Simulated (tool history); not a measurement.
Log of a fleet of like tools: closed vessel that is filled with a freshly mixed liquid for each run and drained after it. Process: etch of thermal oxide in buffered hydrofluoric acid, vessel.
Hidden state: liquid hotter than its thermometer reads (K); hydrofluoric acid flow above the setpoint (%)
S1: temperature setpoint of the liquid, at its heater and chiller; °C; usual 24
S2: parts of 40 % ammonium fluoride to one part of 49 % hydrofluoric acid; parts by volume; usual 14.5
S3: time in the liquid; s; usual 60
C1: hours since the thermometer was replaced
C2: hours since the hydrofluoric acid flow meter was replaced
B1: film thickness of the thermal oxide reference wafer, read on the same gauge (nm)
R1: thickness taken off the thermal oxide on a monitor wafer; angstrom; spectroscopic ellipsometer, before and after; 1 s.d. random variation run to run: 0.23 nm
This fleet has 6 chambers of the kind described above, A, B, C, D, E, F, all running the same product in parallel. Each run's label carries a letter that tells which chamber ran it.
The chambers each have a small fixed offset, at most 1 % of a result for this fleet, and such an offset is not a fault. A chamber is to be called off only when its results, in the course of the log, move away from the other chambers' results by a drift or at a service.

Run 1C, hour 10.9: usual settings; C1 535.5; C2 859.7; B1 109.99. Result: R1 478.65 angstrom.
Run 2F, hour 24.9: usual settings; C1 952.5; C2 166.6; B1 110.01. Result: R1 475.64 angstrom.
Run 3E, hour 39.4: usual settings; C1 1282.7; C2 1133.2; B1 110.02. Result: R1 471.89 angstrom.
Run 4D, hour 51.2: usual settings; C1 83.9; C2 1225.2; B1 109.98. Result: R1 479.36 angstrom.
Run 5B, hour 58.2: usual settings; C1 550.8; C2 686.4; B1 109.99. Result: R1 473.3 angstrom.
Run 6A, hour 72.6: usual settings; C1 1392.4; C2 1666.1; B1 110. Result: R1 474.06 angstrom.
Run 7E, hour 83.3: usual settings; C1 1326.6; C2 1177.1; B1 110.01. Result: R1 478.8 angstrom.
At hour 86.2: chamber B: thermometer replaced.
Run 8B, hour 98.5: usual settings but S1 21 °C; C1 12.3; C2 726.7; B1 110.01. Result: R1 401.74 angstrom.
Run 9A, hour 111.9: usual settings but S1 21 °C; C1 1431.7; C2 1705.4; B1 110.01. Result: R1 399.28 angstrom.
Run 10D, hour 123.6: usual settings but S1 21 °C; C1 156.3; C2 1297.6; B1 110.03. Result: R1 403.99 angstrom.
Run 11F, hour 136.9: usual settings but S1 21 °C; C1 1064.5; C2 278.6; B1 109.99. Result: R1 400.21 angstrom.
Run 12C, hour 145.7: usual settings but S1 21 °C; C1 670.3; C2 994.5; B1 109.96. Result: R1 401.97 angstrom.
Run 13D, hour 156.7: usual settings but S1 21 °C; C1 189.4; C2 1330.7; B1 110.04. Result: R1 406.78 angstrom.
Run 14F, hour 167.9: usual settings; C1 1095.5; C2 309.6; B1 110. Result: R1 477.25 angstrom.
Run 15A, hour 183.5: usual settings; C1 1503.3; C2 1777; B1 110.03. Result: R1 475.45 angstrom.
Run 16B, hour 194.8: usual settings; C1 108.6; C2 823; B1 110.01. Result: R1 474.13 angstrom.
Run 17E, hour 202.8: usual settings; C1 1446.1; C2 1296.6; B1 109.99. Result: R1 473.17 angstrom.
Run 18C, hour 213.7: usual settings but S3 35 s; C1 738.3; C2 1062.5; B1 110.01. Result: R1 280.14 angstrom.
Run 19C, hour 226.2: usual settings but S3 35 s; C1 750.8; C2 1075; B1 109.96. Result: R1 278.98 angstrom.
Run 20A, hour 240.1: usual settings but S3 35 s; C1 1559.9; C2 1833.6; B1 109.99. Result: R1 274.91 angstrom.
Run 21D, hour 254: usual settings but S3 35 s; C1 286.7; C2 1428; B1 110.01. Result: R1 276.86 angstrom.
Run 22B, hour 261.2: usual settings but S3 35 s; C1 175; C2 889.4; B1 110. Result: R1 277.81 angstrom.
Run 23F, hour 271: usual settings but S3 35 s; C1 1198.6; C2 412.7; B1 110. Result: R1 279.4 angstrom.
Run 24E, hour 283.1: usual settings but S3 35 s; C1 1526.4; C2 1376.9; B1 110.01. Result: R1 276.28 angstrom.
Run 25E, hour 290.1: usual settings but S3 35 s; C1 1533.4; C2 1383.9; B1 110.01. Result: R1 275.77 angstrom.
Run 26B, hour 305.6: usual settings but S3 35 s; C1 219.4; C2 933.8; B1 110. Result: R1 275.21 angstrom.
Run 27F, hour 317.8: usual settings but S3 35 s; C1 1245.4; C2 459.5; B1 110.02. Result: R1 275.47 angstrom.
Run 28A, hour 332.6: usual settings but S3 35 s; C1 1652.4; C2 1926.1; B1 110. Result: R1 275.5 angstrom.
Run 29D, hour 343: usual settings but S3 35 s; C1 375.7; C2 1517; B1 109.99. Result: R1 275.7 angstrom.
Run 30C, hour 353.1: usual settings; C1 877.7; C2 1201.9; B1 110. Result: R1 476.91 angstrom.
At hour 357.9: chamber E: hydrofluoric acid flow meter replaced.
Run 31F, hour 360.7: usual settings; C1 1288.3; C2 502.4; B1 109.96. Result: R1 477.05 angstrom.
Run 32C, hour 368.4: usual settings but S1 26 °C, S3 50 s; C1 893; C2 1217.2; B1 109.99. Result: R1 443.18 angstrom.
Run 33B, hour 380.3: usual settings but S1 26 °C, S3 50 s; C1 294.1; C2 1008.5; B1 109.99. Result: R1 439.15 angstrom.
Run 34D, hour 390.3: usual settings but S1 26 °C, S3 50 s; C1 423; C2 1564.3; B1 109.99. Result: R1 439.6 angstrom.
Run 35A, hour 403.2: usual settings but S1 26 °C, S3 50 s; C1 1723; C2 1996.7; B1 110.04. Result: R1 438.32 angstrom.
Run 36E, hour 415.4: usual settings but S1 26 °C, S3 50 s; C1 1658.7; C2 57.5; B1 109.95. Result: R1 440.45 angstrom.
Run 37C, hour 431.3: usual settings but S1 26 °C, S3 50 s; C1 955.9; C2 1280.1; B1 110.01. Result: R1 446.89 angstrom.
Run 38A, hour 445.5: usual settings but S1 27 °C, S3 90 s; C1 1765.3; C2 2039; B1 109.99. Result: R1 839.34 angstrom.
Run 39E, hour 456.6: usual settings but S1 27 °C, S3 90 s; C1 1699.9; C2 98.7; B1 110. Result: R1 838.79 angstrom.
Run 40B, hour 467.6: usual settings but S1 27 °C, S3 90 s; C1 381.4; C2 1095.8; B1 110. Result: R1 837.15 angstrom.
Run 41F, hour 482.7: usual settings but S1 27 °C, S3 90 s; C1 1410.3; C2 624.4; B1 110.05. Result: R1 841.66 angstrom.
Run 42D, hour 492.8: usual settings but S1 27 °C, S3 90 s; C1 525.5; C2 1666.8; B1 110.05. Result: R1 838.33 angstrom.
Run 43C, hour 508.5: usual settings but S1 27 °C, S3 90 s; C1 1033.1; C2 1357.3; B1 110.01. Result: R1 840.04 angstrom.
Run 44E, hour 523.4: usual settings; C1 1766.7; C2 165.5; B1 110. Result: R1 473.67 angstrom.

Does one chamber stand apart from the rest, does the shared gauge drift, or is all well apart from small per-chamber offsets? Give the chamber and the most likely cause, where there is one.

No chamber stands off beyond its own small offset, and the gauge holds steady.
